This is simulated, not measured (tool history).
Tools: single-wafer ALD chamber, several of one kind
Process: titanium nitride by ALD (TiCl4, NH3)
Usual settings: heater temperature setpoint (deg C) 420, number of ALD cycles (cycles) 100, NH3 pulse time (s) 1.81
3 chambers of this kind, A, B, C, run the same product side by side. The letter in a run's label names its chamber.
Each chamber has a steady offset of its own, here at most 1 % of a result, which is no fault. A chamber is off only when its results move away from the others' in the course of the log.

run	hour	heater temperature setpoint (deg C)	number of ALD cycles (cycles)	NH3 pulse time (s)	hours since the last thermocouple change	read-back reference wafer on the same gauge, thickness_nm	mean film thickness on the monitor wafer (nm)
1C	8.3	420	100	1.81	557.5	2.2106	2.2024
2A	15.3	420	100	1.81	924.2	2.2109	2.2187
3B	22.4	420	100	1.81	765.8	2.2114	2.2121
4C	27.3	420	100	1.81	576.5	2.2111	2.1976
5B	31.5	420	100	1.81	774.9	2.2113	2.215
6A	38.9	420	100	1.81	947.8	2.2127	2.2326
7B	44.9	420	100	1.81	788.3	2.212	2.2108
8C	50.6	427	100	1.81	599.8	2.2124	2.2081
9A	59.2	427	100	1.81	968.1	2.2124	2.2319
10C	67.3	427	100	1.81	616.5	2.2133	2.206
11B	75.1	420	100	1.81	818.5	2.2139	2.2139
12A	83.8	420	100	1.81	992.7	2.2141	2.232
13C	90.1	410	100	1.81	639.3	2.2136	2.1917
14A	96	410	100	1.81	1004.9	2.2143	2.2152
15B	100.8	410	100	1.81	844.2	2.2136	2.2052
16A	108.9	420	100	1.81	1017.8	2.2142	2.2339
17C	117.8	420	100	1.35	667	2.2153	2.1892
18B	125.9	420	100	1.35	869.3	2.2151	2.1967
19A	133.9	420	100	1.35	1042.8	2.2152	2.2102
20B	139.6	420	100	1.81	883	2.2164	2.2139
21C	147.1	420	100	1.81	696.3	2.2157	2.201
22A	156.1	420	100	1.81	1065	2.2172	2.2363
23C	163.6	420	100	1.81	712.8	2.2171	2.2043
24B	172.2	420	100	1.81	915.6	2.2178	2.216
25C	179.1	420	100	1.81	728.3	2.2178	2.2048
26B	188.4	420	100	1.81	931.8	2.2182	2.2225
27A	195	420	100	1.81	1103.9	2.2197	2.2356
28C	200.9	420	100	1.15	750.1	2.2176	2.172
29A	205	420	100	1.15	1113.9	2.2191	2.1986
30B	213.5	420	100	1.15	956.9	2.2186	2.1813
31B	220.6	420	100	1.81	964	2.2197	2.2158
32C	229.2	420	100	1.81	778.4	2.2202	2.2131
33A	236.2	420	100	1.81	1145.1	2.2199	2.2376
34C	244.9	420	100	1.81	794.1	2.2201	2.2057
35A	249.6	420	100	1.81	1158.5	2.2202	2.2434
36B	257.5	420	100	1.81	1000.9	2.2209	2.2246
37A	262.2	420	100	1.81	1171.1	2.2219	2.2378
38C	271.1	420	100	1.81	820.3	2.2218	2.2114
39B	275.3	420	100	1.81	1018.7	2.2219	2.2243
40A	281.5	420	100	1.81	1190.4	2.2223	2.2415
41C	290.7	420	100	1.81	839.9	2.2229	2.2116
42B	295.2	432	100	1.4	1038.6	2.2222	2.2082
43C	302.4	432	100	1.4	851.6	2.2225	2.2004

What goes on in this fleet: one chamber off, a drifting gauge, or nothing beyond the chambers' own small offsets? Name the chamber and the cause, if any.

The gauge drifts, so all chambers seem to drift together. No chamber is off.
Cause: gauge reads high (%) = 0.603.

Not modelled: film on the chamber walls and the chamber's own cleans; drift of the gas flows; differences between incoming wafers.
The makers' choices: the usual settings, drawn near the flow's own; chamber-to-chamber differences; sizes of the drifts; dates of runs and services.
